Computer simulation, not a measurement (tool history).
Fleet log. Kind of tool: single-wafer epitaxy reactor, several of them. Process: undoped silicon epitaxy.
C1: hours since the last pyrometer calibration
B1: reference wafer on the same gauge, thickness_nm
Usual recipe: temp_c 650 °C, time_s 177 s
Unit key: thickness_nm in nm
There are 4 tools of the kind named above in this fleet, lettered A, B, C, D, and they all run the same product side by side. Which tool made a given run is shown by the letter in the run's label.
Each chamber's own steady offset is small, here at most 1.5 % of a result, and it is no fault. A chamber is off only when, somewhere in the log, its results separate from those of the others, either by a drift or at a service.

Run 1C, hour 7.2: usual settings; C1 1563.6; B1 26.689. Result: thickness_nm 29.522 nm.
Run 2B, hour 15.5: usual settings; C1 1533; B1 26.69. Result: thickness_nm 30.014 nm.
Run 3A, hour 21.5: usual settings; C1 458.8; B1 26.714. Result: thickness_nm 29.768 nm.
Run 4D, hour 30.8: usual settings; C1 417.3; B1 26.691. Result: thickness_nm 29.981 nm.
Run 5D, hour 36.8: usual settings but time_s 192 s; C1 423.3; B1 26.716. Result: thickness_nm 32.34 nm.
Run 6B, hour 41.5: usual settings but time_s 192 s; C1 1559; B1 26.697. Result: thickness_nm 32.473 nm.
Run 7C, hour 51.3: usual settings but time_s 192 s; C1 1607.7; B1 26.718. Result: thickness_nm 32.034 nm.
Run 8A, hour 60.1: usual settings but time_s 192 s; C1 497.4; B1 26.689. Result: thickness_nm 32.408 nm.
Run 9B, hour 66.6: usual settings but time_s 189 s; C1 1584.1; B1 26.669. Result: thickness_nm 32.146 nm.
Run 10A, hour 76.1: usual settings but time_s 189 s; C1 513.4; B1 26.701. Result: thickness_nm 32.225 nm.
Run 11C, hour 83.4: usual settings but time_s 189 s; C1 1639.8; B1 26.702. Result: thickness_nm 31.754 nm.
Run 12D, hour 89.8: usual settings but time_s 189 s; C1 476.3; B1 26.712. Result: thickness_nm 31.879 nm.
Run 13C, hour 95.4: usual settings; C1 1651.8; B1 26.709. Result: thickness_nm 29.531 nm.
Run 14A, hour 105.5: usual settings; C1 542.8; B1 26.696. Result: thickness_nm 29.909 nm.
Run 15B, hour 112.6: usual settings; C1 1630.1; B1 26.708. Result: thickness_nm 29.953 nm.
Run 16D, hour 117.6: usual settings; C1 504.1; B1 26.701. Result: thickness_nm 29.916 nm.
Run 17D, hour 122.5: usual settings; C1 509; B1 26.69. Result: thickness_nm 30.032 nm.
Run 18B, hour 130: usual settings; C1 1647.5; B1 26.695. Result: thickness_nm 30.038 nm.
Run 19C, hour 139.5: usual settings; C1 1695.9; B1 26.702. Result: thickness_nm 29.53 nm.
Run 20A, hour 148.2: usual settings; C1 585.5; B1 26.721. Result: thickness_nm 29.891 nm.
Run 21B, hour 158.1: usual settings but temp_c 641 °C, time_s 154 s; C1 1675.6; B1 26.702. Result: thickness_nm 21.225 nm.
Run 22C, hour 165.8: usual settings but temp_c 641 °C, time_s 154 s; C1 1722.2; B1 26.693. Result: thickness_nm 21.203 nm.
Run 23D, hour 173.5: usual settings but temp_c 641 °C, time_s 154 s; C1 560; B1 26.711. Result: thickness_nm 21.342 nm.
Run 24A, hour 179.6: usual settings but temp_c 641 °C, time_s 154 s; C1 616.9; B1 26.714. Result: thickness_nm 21.251 nm.
Run 25D, hour 184.8: usual settings; C1 571.3; B1 26.699. Result: thickness_nm 29.737 nm.
Run 26A, hour 192.7: usual settings; C1 630; B1 26.702. Result: thickness_nm 29.866 nm.
Run 27B, hour 202.2: usual settings; C1 1719.7; B1 26.694. Result: thickness_nm 29.568 nm.
Run 28C, hour 208.5: usual settings; C1 1764.9; B1 26.718. Result: thickness_nm 29.506 nm.
Run 29B, hour 214.7: usual settings; C1 1732.2; B1 26.694. Result: thickness_nm 29.327 nm.
Run 30A, hour 224.1: usual settings; C1 661.4; B1 26.705. Result: thickness_nm 30.075 nm.
Run 31D, hour 229.2: usual settings; C1 615.7; B1 26.698. Result: thickness_nm 29.997 nm.
Run 32C, hour 237.2: usual settings; C1 1793.6; B1 26.688. Result: thickness_nm 29.545 nm.
Run 33D, hour 246: usual settings; C1 632.5; B1 26.722. Result: thickness_nm 29.895 nm.
Run 34A, hour 255.1: usual settings; C1 692.4; B1 26.68. Result: thickness_nm 30.014 nm.
Run 35B, hour 263.5: usual settings; C1 1781; B1 26.705. Result: thickness_nm 29.073 nm.
Run 36C, hour 270.5: usual settings but temp_c 663 °C, time_s 155 s; C1 1826.9; B1 26.707. Result: thickness_nm 34.155 nm.

The same settings go to every chamber for the next run, one line per chamber below. Forecast the results for each:
Run 37A, hour 278: usual settings. Result: thickness_nm ?.
Run 37B, hour 278: usual settings. Result: thickness_nm ?.
Run 37C, hour 278: usual settings. Result: thickness_nm ?.
Run 37D, hour 278: usual settings. Result: thickness_nm ?.

run  thickness_nm
37A        29.809
37B        29.071
37C        29.481
37D        30.011

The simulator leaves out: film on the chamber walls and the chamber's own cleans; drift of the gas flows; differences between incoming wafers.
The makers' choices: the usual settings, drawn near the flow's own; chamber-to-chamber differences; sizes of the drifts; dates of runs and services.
